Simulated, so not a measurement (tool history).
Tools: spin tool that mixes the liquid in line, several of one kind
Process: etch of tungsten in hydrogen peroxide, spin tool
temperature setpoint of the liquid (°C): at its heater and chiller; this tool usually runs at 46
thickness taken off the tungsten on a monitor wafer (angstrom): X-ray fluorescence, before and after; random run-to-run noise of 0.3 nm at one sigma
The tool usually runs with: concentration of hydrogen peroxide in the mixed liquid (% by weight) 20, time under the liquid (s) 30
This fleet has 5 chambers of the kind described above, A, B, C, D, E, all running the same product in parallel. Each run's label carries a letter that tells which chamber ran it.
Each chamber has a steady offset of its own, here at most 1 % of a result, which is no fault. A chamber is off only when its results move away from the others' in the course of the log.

| run | day | temperature setpoint of the liquid (°C) | concentration of hydrogen peroxide in the mixed liquid (% by weight) | time under the liquid (s) | hours since the thermometer was replaced | hours since the peroxide flow meter was replaced | hours since the heated supply line was repaired | hours since the drum of peroxide was connected | read-back film thickness of the tungsten reference wafer, read on the same gauge (nm) | thickness taken off the tungsten on a monitor wafer (angstrom) |
|---|---|---|---|---|---|---|---|---|---|---|
| 1B | 0.383 | 46 | 20 | 30 | 275.3 | 1133.2 | 209.6 | 725.9 | 110.03 | 390.57 |
| 2D | 0.696 | 46 | 20 | 30 | 1043.2 | 370.4 | 2468.4 | 1124.9 | 110.01 | 379.75 |
| 3A | 0.954 | 46 | 20 | 30 | 2047.1 | 671.3 | 236.2 | 53 | 109.99 | 393.6 |
| 4C | 1.221 | 46 | 20 | 30 | 1122.8 | 254.2 | 2575.7 | 808.1 | 110.03 | 388.88 |
| 5E | 1.5 | 46 | 20 | 30 | 1146.6 | 230.1 | 2440 | 312.5 | 110.01 | 384.89 |
| 6A | 1.704 | 46 | 20 | 20 | 2065.1 | 689.3 | 254.2 | 71 | 109.99 | 261.01 |
| 7C | 1.967 | 46 | 20 | 20 | 1140.7 | 272.1 | 2593.6 | 826 | 110.02 | 253.53 |
| 8B | 2.221 | 46 | 20 | 20 | 319.4 | 1177.3 | 253.7 | 770 | 110.02 | 255.46 |
| 9E | 2.471 | 46 | 20 | 20 | 1169.9 | 253.4 | 2463.3 | 335.8 | 109.98 | 254.59 |
| 10D | 2.683 | 46 | 20 | 20 | 1090.9 | 418.1 | 2516.1 | 1172.6 | 109.98 | 255.87 |
| 11C | 2.979 | 46 | 20 | 30 | 1165 | 296.4 | 2617.9 | 850.3 | 110.05 | 377.96 |
| 12E | 3.208 | 46 | 20 | 30 | 1187.6 | 271.1 | 2481 | 353.5 | 110.03 | 385.91 |
| 13D | 3.508 | 46 | 20 | 30 | 1110.7 | 437.9 | 2535.9 | 1192.4 | 110.06 | 379.88 |
|  | 3.667 | chamber A: peroxide flow meter replaced |
| 14B | 3.8 | 46 | 20 | 30 | 357.3 | 1215.2 | 291.6 | 807.9 | 109.96 | 382.45 |
| 15A | 3.983 | 46 | 20 | 30 | 2119.8 | 7.6 | 308.9 | 125.7 | 109.99 | 387.43 |
| 16C | 4.321 | 46 | 20 | 30 | 1197.2 | 328.6 | 2650.1 | 882.5 | 110.05 | 384 |
| 17A | 4.55 | 46 | 20 | 30 | 2133.4 | 21.2 | 322.5 | 139.3 | 110.01 | 384.71 |
|  | 4.646 | chamber C: heated supply line repaired |
| 18B | 4.846 | 46 | 20 | 30 | 382.4 | 1240.3 | 316.7 | 833 | 110.03 | 387.78 |
| 19D | 5.025 | 46 | 20 | 30 | 1147.1 | 474.3 | 2572.3 | 1228.8 | 109.99 | 391.44 |
| 20E | 5.338 | 46 | 20 | 30 | 1238.7 | 322.2 | 2532.1 | 404.6 | 109.98 | 376.7 |
| 21B | 5.742 | 46 | 20 | 30 | 403.9 | 1261.8 | 338.2 | 854.5 | 109.93 | 384.48 |
| 22E | 6.046 | 46 | 20 | 30 | 1255.7 | 339.2 | 2549.1 | 421.6 | 109.99 | 366.8 |
| 23D | 6.408 | 46 | 16 | 30 | 1180.3 | 507.5 | 2605.5 | 1262 | 110.01 | 344.89 |
| 24A | 6.7 | 46 | 16 | 30 | 2185 | 72.8 | 374.1 | 190.9 | 110.03 | 346.62 |
| 25C | 6.908 | 46 | 16 | 30 | 1259.3 | 390.7 | 54.4 | 944.6 | 110.01 | 342.76 |
|  | 7.133 | chamber E: new drum of peroxide connected |
| 26A | 7.308 | 46 | 16 | 30 | 2199.6 | 87.4 | 388.7 | 205.5 | 109.97 | 345.51 |
| 27B | 7.504 | 46 | 16 | 30 | 446.2 | 1304.1 | 380.5 | 896.8 | 110.03 | 345.01 |
| 28C | 7.733 | 46 | 20 | 30 | 1279.1 | 410.5 | 74.2 | 964.4 | 109.96 | 385.67 |
| 29D | 8.058 | 46 | 20 | 30 | 1219.9 | 547.1 | 2645.1 | 1301.6 | 110.04 | 379.56 |
| 30E | 8.35 | 46 | 20 | 30 | 1311 | 394.5 | 2604.4 | 29.3 | 110.01 | 361.94 |
| 31A | 8.558 | 46 | 24.5 | 40 | 2229.6 | 117.4 | 418.7 | 235.5 | 110.02 | 579.6 |
| 32B | 8.862 | 46 | 24.5 | 40 | 478.8 | 1336.7 | 413.1 | 929.4 | 110.04 | 569.8 |
| 33E | 9.133 | 46 | 24.5 | 40 | 1329.8 | 413.3 | 2623.2 | 48.1 | 110 | 523.07 |
| 34D | 9.388 | 46 | 24.5 | 40 | 1251.8 | 579 | 2677 | 1333.5 | 110.07 | 569.17 |
| 35C | 9.596 | 46 | 24.5 | 40 | 1323.8 | 455.2 | 118.9 | 1009.1 | 110.02 | 581.74 |
| 36E | 9.871 | 46 | 15.5 | 30 | 1347.5 | 431 | 2640.9 | 65.8 | 110.03 | 301.05 |
| 37B | 10.088 | 46 | 15.5 | 30 | 508.2 | 1366.1 | 442.5 | 958.8 | 110.01 | 341.27 |

All 5 chambers run these settings next. Forecast each chamber's results:
| 38A | 10.383 | 39 | 20 | 30 |  |  |  |  |  | ? |
| 38B | 10.383 | 39 | 20 | 30 |  |  |  |  |  | ? |
| 38C | 10.383 | 39 | 20 | 30 |  |  |  |  |  | ? |
| 38D | 10.383 | 39 | 20 | 30 |  |  |  |  |  | ? |
| 38E | 10.383 | 39 | 20 | 30 |  |  |  |  |  | ? |

| run | thickness taken off the tungsten on a monitor wafer (angstrom) |
|---|---|
| 38A | 250.46 |
| 38B | 245.12 |
| 38C | 250.13 |
| 38D | 244.2 |
| 38E | 221.95 |

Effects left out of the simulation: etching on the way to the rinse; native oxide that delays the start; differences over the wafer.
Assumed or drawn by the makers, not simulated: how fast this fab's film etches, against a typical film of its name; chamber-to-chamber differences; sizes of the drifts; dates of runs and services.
